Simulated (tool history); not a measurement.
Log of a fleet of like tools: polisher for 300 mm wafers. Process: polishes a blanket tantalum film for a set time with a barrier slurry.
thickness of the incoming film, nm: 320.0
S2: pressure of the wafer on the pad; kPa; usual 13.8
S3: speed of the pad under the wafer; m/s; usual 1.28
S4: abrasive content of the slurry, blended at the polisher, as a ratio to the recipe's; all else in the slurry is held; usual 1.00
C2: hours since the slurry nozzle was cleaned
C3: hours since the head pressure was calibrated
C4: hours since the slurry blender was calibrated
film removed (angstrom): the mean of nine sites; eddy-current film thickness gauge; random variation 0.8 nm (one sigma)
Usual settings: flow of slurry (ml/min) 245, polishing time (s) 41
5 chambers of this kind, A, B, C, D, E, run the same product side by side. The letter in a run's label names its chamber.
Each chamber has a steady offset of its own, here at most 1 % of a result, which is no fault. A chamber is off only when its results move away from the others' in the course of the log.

Run 1C, hour 6.3: usual settings; wafers polished on this pad 182; C2 471.9; C3 364.4; C4 50.6. Result: film removed (angstrom) 964.35.
At hour 9.0: chamber B: worn pad replaced by a new one.
Run 2E, hour 9.6: usual settings; wafers polished on this pad 874; C2 205.3; C3 651.5; C4 159.4. Result: film removed (angstrom) 961.67.
Run 3A, hour 13.5: usual settings; wafers polished on this pad 383; C2 186.4; C3 237.6; C4 105.6. Result: film removed (angstrom) 980.50.
Run 4D, hour 19.3: usual settings; wafers polished on this pad 562; C2 488.4; C3 744.7; C4 99.9. Result: film removed (angstrom) 970.69.
Run 5B, hour 25.6: usual settings; wafers polished on this pad 186; C2 275.3; C3 349.0; C4 114.9. Result: film removed (angstrom) 974.91.
Run 6E, hour 30.9: usual settings; wafers polished on this pad 1111; C2 226.6; C3 672.8; C4 180.7. Result: film removed (angstrom) 973.19.
At hour 32.8: chamber A: slurry blender recalibrated.
Run 7A, hour 33.8: usual settings; wafers polished on this pad 609; C2 206.7; C3 257.9; C4 1.0. Result: film removed (angstrom) 958.60.
At hour 38.2: chamber E: worn pad replaced by a new one.
Run 8C, hour 38.5: usual settings; wafers polished on this pad 541; C2 504.1; C3 396.6; C4 82.8. Result: film removed (angstrom) 979.56.
Run 9D, hour 43.8: usual settings; wafers polished on this pad 836; C2 512.9; C3 769.2; C4 124.4. Result: film removed (angstrom) 977.13.
Run 10B, hour 47.8: usual settings; wafers polished on this pad 433; C2 297.5; C3 371.2; C4 137.1. Result: film removed (angstrom) 982.39.
At hour 51.6: chamber C: worn pad replaced by a new one.
Run 11A, hour 52.1: usual settings; wafers polished on this pad 814; C2 225.0; C3 276.2; C4 19.3. Result: film removed (angstrom) 961.07.
Run 12B, hour 55.1: usual settings; wafers polished on this pad 515; C2 304.8; C3 378.5; C4 144.4. Result: film removed (angstrom) 975.59.
Run 13C, hour 58.0: usual settings but S4 1.15, polishing time (s) 52; wafers polished on this pad 71; C2 523.6; C3 416.1; C4 102.3. Result: film removed (angstrom) 1262.20.
At hour 59.1: chamber D: worn pad replaced by a new one.
Run 14E, hour 62.9: usual settings but S4 1.15, polishing time (s) 52; wafers polished on this pad 276; C2 258.6; C3 704.8; C4 212.7. Result: film removed (angstrom) 1318.70.
At hour 66.0: chamber D: head pressure recalibrated.
Run 15D, hour 69.4: usual settings but S4 1.15, polishing time (s) 52; wafers polished on this pad 115; C2 538.5; C3 3.4; C4 150.0. Result: film removed (angstrom) 1279.00.
At hour 71.3: chamber B: slurry blender recalibrated.
Run 16B, hour 73.2: usual settings but S4 1.15, polishing time (s) 52; wafers polished on this pad 717; C2 322.9; C3 396.6; C4 1.9. Result: film removed (angstrom) 1284.20.
At hour 77.0: chamber B: worn pad replaced by a new one.
Run 17E, hour 78.0: usual settings but S4 1.15, polishing time (s) 52; wafers polished on this pad 444; C2 273.7; C3 719.9; C4 227.8. Result: film removed (angstrom) 1324.90.
At hour 80.3: chamber A: worn pad replaced by a new one.
Run 18C, hour 82.6: usual settings; wafers polished on this pad 346; C2 548.2; C3 440.7; C4 126.9. Result: film removed (angstrom) 965.83.
Run 19A, hour 86.8: usual settings; wafers polished on this pad 72; C2 259.7; C3 310.9; C4 54.0. Result: film removed (angstrom) 960.40.
At hour 89.1: chamber E: slurry blender recalibrated.
Run 20D, hour 90.6: usual settings but S4 0.90; wafers polished on this pad 352; C2 559.7; C3 24.6; C4 171.2. Result: film removed (angstrom) 945.59.
Run 21D, hour 95.0: usual settings but S4 0.90; wafers polished on this pad 401; C2 564.1; C3 29.0; C4 175.6. Result: film removed (angstrom) 935.57.
Run 22B, hour 100.4: usual settings but S4 0.90; wafers polished on this pad 261; C2 350.1; C3 423.8; C4 29.1. Result: film removed (angstrom) 952.98.
At hour 103.9: chamber C: worn pad replaced by a new one.
Run 23E, hour 104.1: usual settings but S4 0.90; wafers polished on this pad 735; C2 299.8; C3 746.0; C4 15.0. Result: film removed (angstrom) 959.96.
Run 24C, hour 109.5: usual settings but S4 0.90; wafers polished on this pad 63; C2 575.1; C3 467.6; C4 153.8. Result: film removed (angstrom) 934.58.
Run 25A, hour 113.6: usual settings; wafers polished on this pad 371; C2 286.5; C3 337.7; C4 80.8. Result: film removed (angstrom) 982.41.
Run 26C, hour 116.7: usual settings; wafers polished on this pad 143; C2 582.3; C3 474.8; C4 161.0. Result: film removed (angstrom) 966.91.
Run 27D, hour 123.1: usual settings; wafers polished on this pad 714; C2 592.2; C3 57.1; C4 203.7. Result: film removed (angstrom) 961.97.
Run 28B, hour 128.6: usual settings; wafers polished on this pad 576; C2 378.3; C3 452.0; C4 57.3. Result: film removed (angstrom) 973.72.
Run 29E, hour 132.4: usual settings but S2 15.9 kPa; wafers polished on this pad 1051; C2 328.1; C3 774.3; C4 43.3. Result: film removed (angstrom) 1184.70.
Run 30A, hour 138.7: usual settings but S2 15.9 kPa; wafers polished on this pad 651; C2 311.6; C3 362.8; C4 105.9. Result: film removed (angstrom) 1113.10.
Run 31A, hour 142.5: usual settings but S2 15.9 kPa; wafers polished on this pad 694; C2 315.4; C3 366.6; C4 109.7. Result: film removed (angstrom) 1116.70.
Run 32C, hour 148.6: usual settings but S2 15.9 kPa; wafers polished on this pad 499; C2 614.2; C3 506.7; C4 192.9. Result: film removed (angstrom) 1104.30.
Run 33D, hour 155.1: usual settings but S2 15.9 kPa; wafers polished on this pad 1071; C2 624.2; C3 89.1; C4 235.7. Result: film removed (angstrom) 1104.20.

Is one chamber off against the others, does the gauge drift, or is nothing wrong? If a chamber is off, say which, and what the likeliest cause is.

Chamber E drifts away from the others.
Cause: head's pressure above its setpoint, % = 6.68.

Here are 4 candidates for chamber E's next run, each the usual settings with a change, their results left as question marks. Which one brings its results back in line with what the others give on the usual settings?
In line means no further than this from the other chambers' mean on the usual settings: film removed (angstrom) 28.00
Run 34E-1, hour 159.7: usual settings but flow of slurry (ml/min) 145. Result: film removed (angstrom) ?.
Run 34E-2, hour 159.7: usual settings but S4 1.25. Result: film removed (angstrom) ?.
Run 34E-3, hour 159.7: usual settings but S2 13.1 kPa, S3 1.24 m/s, polishing time (s) 39. Result: film removed (angstrom) ?.
Run 34E-4, hour 159.7: usual settings but flow of slurry (ml/min) 250, S2 15.9 kPa. Result: film removed (angstrom) ?.

The other chambers' mean on the usual settings: film removed (angstrom) 970.16
  run  film removed (angstrom)
34E-1                   964.29
34E-2                  1103.40
34E-3                   908.23
34E-4                  1198.70
34E-1 brings the chamber back in line.
